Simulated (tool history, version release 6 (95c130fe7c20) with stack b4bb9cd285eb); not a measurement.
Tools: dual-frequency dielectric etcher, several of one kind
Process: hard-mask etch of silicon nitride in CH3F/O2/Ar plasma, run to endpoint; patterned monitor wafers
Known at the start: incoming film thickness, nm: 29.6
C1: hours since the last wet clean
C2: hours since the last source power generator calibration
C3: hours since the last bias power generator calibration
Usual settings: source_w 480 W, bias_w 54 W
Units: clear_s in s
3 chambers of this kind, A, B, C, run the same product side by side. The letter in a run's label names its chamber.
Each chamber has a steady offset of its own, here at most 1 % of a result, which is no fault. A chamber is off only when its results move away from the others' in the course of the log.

Run 1B, hour 6: usual settings; C1 120; C2 846.8; C3 374.8. Result: clear_s 44.052 s.
Run 2C, hour 10.9: usual settings; C1 193; C2 1951.1; C3 843.7. Result: clear_s 44.51 s.
Run 3A, hour 16.1: usual settings; C1 127.3; C2 1048.7; C3 1547.9. Result: clear_s 43.448 s.
Run 4B, hour 24.5: usual settings; C1 138.5; C2 865.3; C3 393.3. Result: clear_s 44.097 s.
Run 5C, hour 29.2: usual settings; C1 211.3; C2 1969.4; C3 862. Result: clear_s 44.194 s.
Run 6A, hour 38.6: usual settings; C1 149.8; C2 1071.2; C3 1570.4. Result: clear_s 44.053 s.
Run 7A, hour 45.9: usual settings; C1 157.1; C2 1078.5; C3 1577.7. Result: clear_s 44.05 s.
Run 8C, hour 51.9: usual settings; C1 234; C2 1992.1; C3 884.7. Result: clear_s 44.14 s.
Run 9B, hour 56.2: usual settings; C1 170.2; C2 897; C3 425. Result: clear_s 44.306 s.
Run 10C, hour 61.4: usual settings but bias_w 44 W; C1 243.5; C2 2001.6; C3 894.2. Result: clear_s 46.876 s.
Run 11B, hour 70.3: usual settings but bias_w 44 W; C1 184.3; C2 911.1; C3 439.1. Result: clear_s 46.666 s.
Run 12A, hour 75.4: usual settings but bias_w 44 W; C1 186.6; C2 1108; C3 1607.2. Result: clear_s 46.611 s.
Run 13A, hour 80.4: usual settings; C1 191.6; C2 1113; C3 1612.2. Result: clear_s 44.028 s.
Run 14C, hour 85.1: usual settings but source_w 600 W; C1 267.2; C2 2025.3; C3 917.9. Result: clear_s 40.558 s.
Run 15B, hour 92.4: usual settings but source_w 600 W; C1 206.4; C2 933.2; C3 461.2. Result: clear_s 40.976 s.
At hour 93.4: chamber C: source power generator calibrated.
Run 16A, hour 96.8: usual settings but source_w 600 W; C1 208; C2 1129.4; C3 1628.6. Result: clear_s 40.16 s.
Run 17B, hour 103: usual settings but source_w 520 W, bias_w 43 W; C1 217; C2 943.8; C3 471.8. Result: clear_s 45.629 s.
Run 18C, hour 109.2: usual settings but source_w 520 W, bias_w 43 W; C1 291.3; C2 15.9; C3 942. Result: clear_s 45.49 s.
Run 19B, hour 116.5: usual settings but source_w 520 W, bias_w 43 W; C1 230.5; C2 957.3; C3 485.3. Result: clear_s 45.976 s.
Run 20C, hour 122.4: usual settings but source_w 550 W, bias_w 41 W; C1 304.5; C2 29.1; C3 955.2. Result: clear_s 45.482 s.
Run 21A, hour 130.9: usual settings but source_w 550 W, bias_w 41 W; C1 242.1; C2 1163.5; C3 1662.7. Result: clear_s 45.408 s.
Run 22C, hour 138: usual settings but source_w 550 W, bias_w 41 W; C1 320.1; C2 44.7; C3 970.8. Result: clear_s 45.347 s.
Run 23B, hour 144.2: usual settings; C1 258.2; C2 985; C3 513. Result: clear_s 44.24 s.
Run 24A, hour 150.5: usual settings but bias_w 65 W; C1 261.7; C2 1183.1; C3 1682.3. Result: clear_s 41.446 s.
Run 25B, hour 159.8: usual settings but bias_w 65 W; C1 273.8; C2 1000.6; C3 528.6. Result: clear_s 41.296 s.
Run 26C, hour 166.9: usual settings but bias_w 65 W; C1 349; C2 73.6; C3 999.7. Result: clear_s 41.409 s.
Run 27A, hour 173.5: usual settings; C1 284.7; C2 1206.1; C3 1705.3. Result: clear_s 43.402 s.
Run 28B, hour 180: usual settings; C1 294; C2 1020.8; C3 548.8. Result: clear_s 44.185 s.
Run 29C, hour 186.9: usual settings; C1 369; C2 93.6; C3 1019.7. Result: clear_s 44.396 s.
Run 30A, hour 195.6: usual settings but source_w 570 W, bias_w 48 W; C1 306.8; C2 1228.2; C3 1727.4. Result: clear_s 42.073 s.
Run 31C, hour 202.6: usual settings but source_w 570 W, bias_w 48 W; C1 384.7; C2 109.3; C3 1035.4. Result: clear_s 42.407 s.
Run 32A, hour 209.2: usual settings but source_w 570 W, bias_w 48 W; C1 320.4; C2 1241.8; C3 1741. Result: clear_s 42.155 s.
Run 33B, hour 217.7: usual settings; C1 331.7; C2 1058.5; C3 586.5. Result: clear_s 44.459 s.
Run 34B, hour 221.7: usual settings; C1 335.7; C2 1062.5; C3 590.5. Result: clear_s 44.15 s.

Is one chamber off against the others, does the gauge drift, or is nothing wrong? If a chamber is off, say which, and what the likeliest cause is.

No chamber stands off beyond its own small offset, and the gauge holds steady.
